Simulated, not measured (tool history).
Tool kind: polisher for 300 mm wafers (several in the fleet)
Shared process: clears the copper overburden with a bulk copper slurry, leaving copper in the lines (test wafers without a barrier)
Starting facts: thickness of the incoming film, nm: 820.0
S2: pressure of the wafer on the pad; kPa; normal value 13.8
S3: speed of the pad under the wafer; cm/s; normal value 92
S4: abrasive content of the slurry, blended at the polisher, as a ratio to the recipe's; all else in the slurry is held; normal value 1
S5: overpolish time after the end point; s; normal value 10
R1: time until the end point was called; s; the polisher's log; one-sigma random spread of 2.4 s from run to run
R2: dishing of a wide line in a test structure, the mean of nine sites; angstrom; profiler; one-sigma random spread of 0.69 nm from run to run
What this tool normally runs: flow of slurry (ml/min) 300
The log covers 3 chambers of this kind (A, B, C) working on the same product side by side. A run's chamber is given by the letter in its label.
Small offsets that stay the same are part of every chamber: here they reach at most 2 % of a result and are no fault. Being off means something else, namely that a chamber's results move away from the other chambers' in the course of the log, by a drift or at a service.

Run 1C, hour 4.3: usual settings. Result: R1 159.87 s, R2 332.04 angstrom.
Run 2A, hour 12.1: usual settings. Result: R1 150.59 s, R2 334.88 angstrom.
Run 3B, hour 22.2: usual settings. Result: R1 156.5 s, R2 336.58 angstrom.
Run 4A, hour 26.8: usual settings. Result: R1 156.08 s, R2 340.69 angstrom.
At hour 31: chamber C: slurry blender recalibrated.
Run 5B, hour 35.1: usual settings. Result: R1 156.32 s, R2 337.3 angstrom.
Run 6C, hour 42: usual settings. Result: R1 161.5 s, R2 337.68 angstrom.
At hour 50.1: chamber B: worn pad replaced by a new one.
Run 7A, hour 50.8: usual settings. Result: R1 157.84 s, R2 345.61 angstrom.
At hour 52.2: chamber C: worn pad replaced by a new one.
Run 8B, hour 60.8: usual settings but S4 0.8. Result: R1 168.73 s, R2 325.36 angstrom.
Run 9C, hour 70.8: usual settings but S4 0.8. Result: R1 169.96 s, R2 316.03 angstrom.
At hour 74.6: chamber B: slurry blender recalibrated.
Run 10C, hour 79.3: usual settings but S4 0.8. Result: R1 173.04 s, R2 323.17 angstrom.
Run 11B, hour 88.4: usual settings. Result: R1 154.25 s, R2 341.91 angstrom.
Run 12A, hour 97.1: usual settings. Result: R1 153.76 s, R2 347.72 angstrom.
Run 13B, hour 105.1: usual settings. Result: R1 161.67 s, R2 329.65 angstrom.
Run 14A, hour 111: usual settings. Result: R1 155.27 s, R2 336.16 angstrom.
Run 15C, hour 116.6: usual settings. Result: R1 159.96 s, R2 333.05 angstrom.
Run 16B, hour 123.8: usual settings but S3 64 cm/s, S4 1.15. Result: R1 219.59 s, R2 256.51 angstrom.
At hour 127.7: chamber C: worn pad replaced by a new one.
At hour 131: chamber B: worn pad replaced by a new one.
Run 17C, hour 131.2: usual settings but S3 64 cm/s, S4 1.15. Result: R1 228.65 s, R2 246.92 angstrom.
Run 18A, hour 136.8: usual settings but S3 64 cm/s, S4 1.15. Result: R1 219.06 s, R2 257.51 angstrom.
Run 19B, hour 145.9: usual settings. Result: R1 160.4 s, R2 337.71 angstrom.
Run 20C, hour 154.8: usual settings. Result: R1 161.25 s, R2 334.41 angstrom.
At hour 156.3: chamber A: worn pad replaced by a new one.
Run 21A, hour 160.8: usual settings. Result: R1 154.95 s, R2 335.57 angstrom.
At hour 169: chamber B: slurry blender recalibrated.
Run 22B, hour 170.8: usual settings. Result: R1 161.79 s, R2 338.19 angstrom.
Run 23C, hour 177.4: usual settings. Result: R1 162.91 s, R2 331.97 angstrom.
Run 24A, hour 186.1: usual settings. Result: R1 157.03 s, R2 339.97 angstrom.
At hour 189.2: chamber C: worn pad replaced by a new one.
Run 25B, hour 193.2: usual settings. Result: R1 162.71 s, R2 338.22 angstrom.
Run 26A, hour 199.1: usual settings. Result: R1 160.72 s, R2 341.94 angstrom.
At hour 204.4: chamber C: slurry blender recalibrated.
Run 27C, hour 204.8: usual settings. Result: R1 158.73 s, R2 339.11 angstrom.
At hour 210.6: chamber B: worn pad replaced by a new one.
Run 28A, hour 214.5: usual settings. Result: R1 156.55 s, R2 333.69 angstrom.
Run 29C, hour 223.4: usual settings. Result: R1 159.22 s, R2 334.89 angstrom.
Run 30B, hour 229.1: usual settings. Result: R1 159.66 s, R2 341.82 angstrom.
Run 31C, hour 238.7: usual settings. Result: R1 159.74 s, R2 327.81 angstrom.
Run 32A, hour 243.2: usual settings. Result: R1 156.24 s, R2 327.66 angstrom.

Is one chamber off against the others, does the gauge drift, or is nothing wrong? If a chamber is off, say which, and what the likeliest cause is.

No chamber is off and the gauge is stable; the differences are just each chamber's small, constant offset.
